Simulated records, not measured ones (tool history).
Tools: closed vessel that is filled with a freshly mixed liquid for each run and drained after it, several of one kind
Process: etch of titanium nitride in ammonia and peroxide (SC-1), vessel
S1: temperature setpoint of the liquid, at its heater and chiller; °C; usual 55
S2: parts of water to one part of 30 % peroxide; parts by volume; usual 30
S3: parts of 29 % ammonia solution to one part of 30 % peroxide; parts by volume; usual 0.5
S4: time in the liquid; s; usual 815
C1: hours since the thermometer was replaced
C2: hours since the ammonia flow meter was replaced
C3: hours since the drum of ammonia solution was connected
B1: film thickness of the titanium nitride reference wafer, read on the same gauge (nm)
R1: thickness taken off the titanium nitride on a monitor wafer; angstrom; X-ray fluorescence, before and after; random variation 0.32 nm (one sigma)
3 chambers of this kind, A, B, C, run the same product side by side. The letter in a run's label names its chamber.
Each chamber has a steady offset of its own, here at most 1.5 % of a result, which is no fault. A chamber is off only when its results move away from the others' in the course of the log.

Run 1C, day 0.508: usual settings; C1 748.5; C2 831.3; C3 322.6; B1 79.977. Result: R1 445.41 angstrom.
Run 2A, day 0.821: usual settings; C1 250.2; C2 292.1; C3 23.3; B1 80.055. Result: R1 445.64 angstrom.
Run 3B, day 1.167: usual settings; C1 421.8; C2 1205.9; C3 777; B1 79.96. Result: R1 445.53 angstrom.
Run 4A, day 1.471: usual settings; C1 265.8; C2 307.7; C3 38.9; B1 79.978. Result: R1 443.39 angstrom.
Run 5B, day 1.971: usual settings; C1 441.1; C2 1225.2; C3 796.3; B1 80.042. Result: R1 453.06 angstrom.
Run 6C, day 2.567: usual settings; C1 797.9; C2 880.7; C3 372; B1 79.978. Result: R1 443.51 angstrom.
Run 7B, day 3.092: usual settings; C1 468; C2 1252.1; C3 823.2; B1 80.013. Result: R1 443.53 angstrom.
At day 3.196: chamber C: new drum of ammonia solution connected.
Run 8C, day 3.408: usual settings; C1 818.1; C2 900.9; C3 5.1; B1 79.99. Result: R1 444.14 angstrom.
Run 9A, day 4.012: usual settings; C1 326.8; C2 368.7; C3 99.9; B1 80.003. Result: R1 434.87 angstrom.
Run 10B, day 4.617: usual settings; C1 504.6; C2 1288.7; C3 859.8; B1 80.01. Result: R1 440.96 angstrom.
At day 4.762: chamber B: new drum of ammonia solution connected.
Run 11C, day 5.192: usual settings; C1 860.9; C2 943.7; C3 47.9; B1 80.04. Result: R1 441.18 angstrom.
Run 12A, day 5.571: usual settings; C1 364.2; C2 406.1; C3 137.3; B1 80.016. Result: R1 427.71 angstrom.
At day 5.958: chamber B: thermometer replaced.
Run 13A, day 6: usual settings; C1 374.5; C2 416.4; C3 147.6; B1 79.999. Result: R1 433.45 angstrom.
Run 14B, day 6.404: usual settings; C1 10.7; C2 1331.6; C3 39.4; B1 80.007. Result: R1 444.93 angstrom.
Run 15C, day 6.688: usual settings; C1 896.8; C2 979.6; C3 83.8; B1 80.005. Result: R1 441.52 angstrom.
Run 16A, day 7.108: usual settings; C1 401.1; C2 443; C3 174.2; B1 80.02. Result: R1 427.05 angstrom.
Run 17C, day 7.462: usual settings; C1 915.4; C2 998.2; C3 102.4; B1 79.979. Result: R1 446.62 angstrom.
Run 18B, day 7.858: usual settings; C1 45.6; C2 1366.5; C3 74.3; B1 79.992. Result: R1 450.72 angstrom.
Run 19A, day 8.454: usual settings; C1 433.4; C2 475.3; C3 206.5; B1 79.988. Result: R1 426.37 angstrom.
Run 20C, day 8.996: usual settings but S1 51 °C, S4 470 s; C1 952.2; C2 1035; C3 139.2; B1 80.007. Result: R1 193.97 angstrom.
Run 21B, day 9.558: usual settings but S1 51 °C, S4 470 s; C1 86.4; C2 1407.3; C3 115.1; B1 80.026. Result: R1 198.59 angstrom.
Run 22A, day 10.058: usual settings but S1 51 °C, S4 470 s; C1 471.9; C2 513.8; C3 245; B1 79.981. Result: R1 186.3 angstrom.
Run 23C, day 10.379: usual settings; C1 985.4; C2 1068.2; C3 172.4; B1 79.97. Result: R1 450.01 angstrom.
Run 24B, day 10.858: usual settings; C1 117.6; C2 1438.5; C3 146.3; B1 80.029. Result: R1 442.81 angstrom.
Run 25A, day 11.304: usual settings; C1 501.8; C2 543.7; C3 274.9; B1 80.037. Result: R1 426.18 angstrom.
Run 26B, day 11.729: usual settings but S1 45.5 °C; C1 138.5; C2 1459.4; C3 167.2; B1 80.013. Result: R1 228.95 angstrom.
Run 27C, day 12.358: usual settings but S1 45.5 °C; C1 1032.9; C2 1115.7; C3 219.9; B1 79.978. Result: R1 231.99 angstrom.
Run 28A, day 12.933: usual settings but S1 45.5 °C; C1 540.9; C2 582.8; C3 314; B1 80.024. Result: R1 217.77 angstrom.
Run 29B, day 13.271: usual settings; C1 175.5; C2 1496.4; C3 204.2; B1 80.01. Result: R1 449.62 angstrom.
Run 30C, day 13.846: usual settings; C1 1068.6; C2 1151.4; C3 255.6; B1 79.994. Result: R1 444.74 angstrom.
Run 31C, day 14.4: usual settings; C1 1081.9; C2 1164.7; C3 268.9; B1 80.005. Result: R1 446.26 angstrom.
Run 32B, day 14.975: usual settings; C1 216.4; C2 1537.3; C3 245.1; B1 79.974. Result: R1 445.23 angstrom.
Run 33A, day 15.512: usual settings; C1 602.8; C2 644.7; C3 375.9; B1 80.006. Result: R1 414.25 angstrom.
Run 34B, day 15.967: usual settings; C1 240.2; C2 1561.1; C3 268.9; B1 80.021. Result: R1 443.95 angstrom.

What goes on in this fleet: one chamber off, a drifting gauge, or nothing beyond the chambers' own small offsets? Name the chamber and the cause, if any.

Chamber A drifts away from the others.
Cause: liquid colder than its thermometer reads (K) = 0.987.

Here are 4 candidates for chamber A's next run, each the usual settings with a change, their results left as question marks. Which one brings its results back in line with what the others give on the usual settings?
In line means no further than this from the other chambers' mean on the usual settings: R1 11 angstrom
Run 35A-1, day 16.438: usual settings but S1 55.5 °C, S2 29.5 parts by volume, S4 840 s. Result: R1 ?.
Run 35A-2, day 16.438: usual settings but S4 835 s. Result: R1 ?.
Run 35A-3, day 16.438: usual settings but S4 795 s. Result: R1 ?.
Run 35A-4, day 16.438: usual settings but S1 54 °C, S2 30.5 parts by volume. Result: R1 ?.

The other chambers' mean on the usual settings: R1 445.03 angstrom
  run      R1
35A-1  444.07
35A-2  422.59
35A-3  402.34
35A-4  382.15
35A-1 brings the chamber back in line.

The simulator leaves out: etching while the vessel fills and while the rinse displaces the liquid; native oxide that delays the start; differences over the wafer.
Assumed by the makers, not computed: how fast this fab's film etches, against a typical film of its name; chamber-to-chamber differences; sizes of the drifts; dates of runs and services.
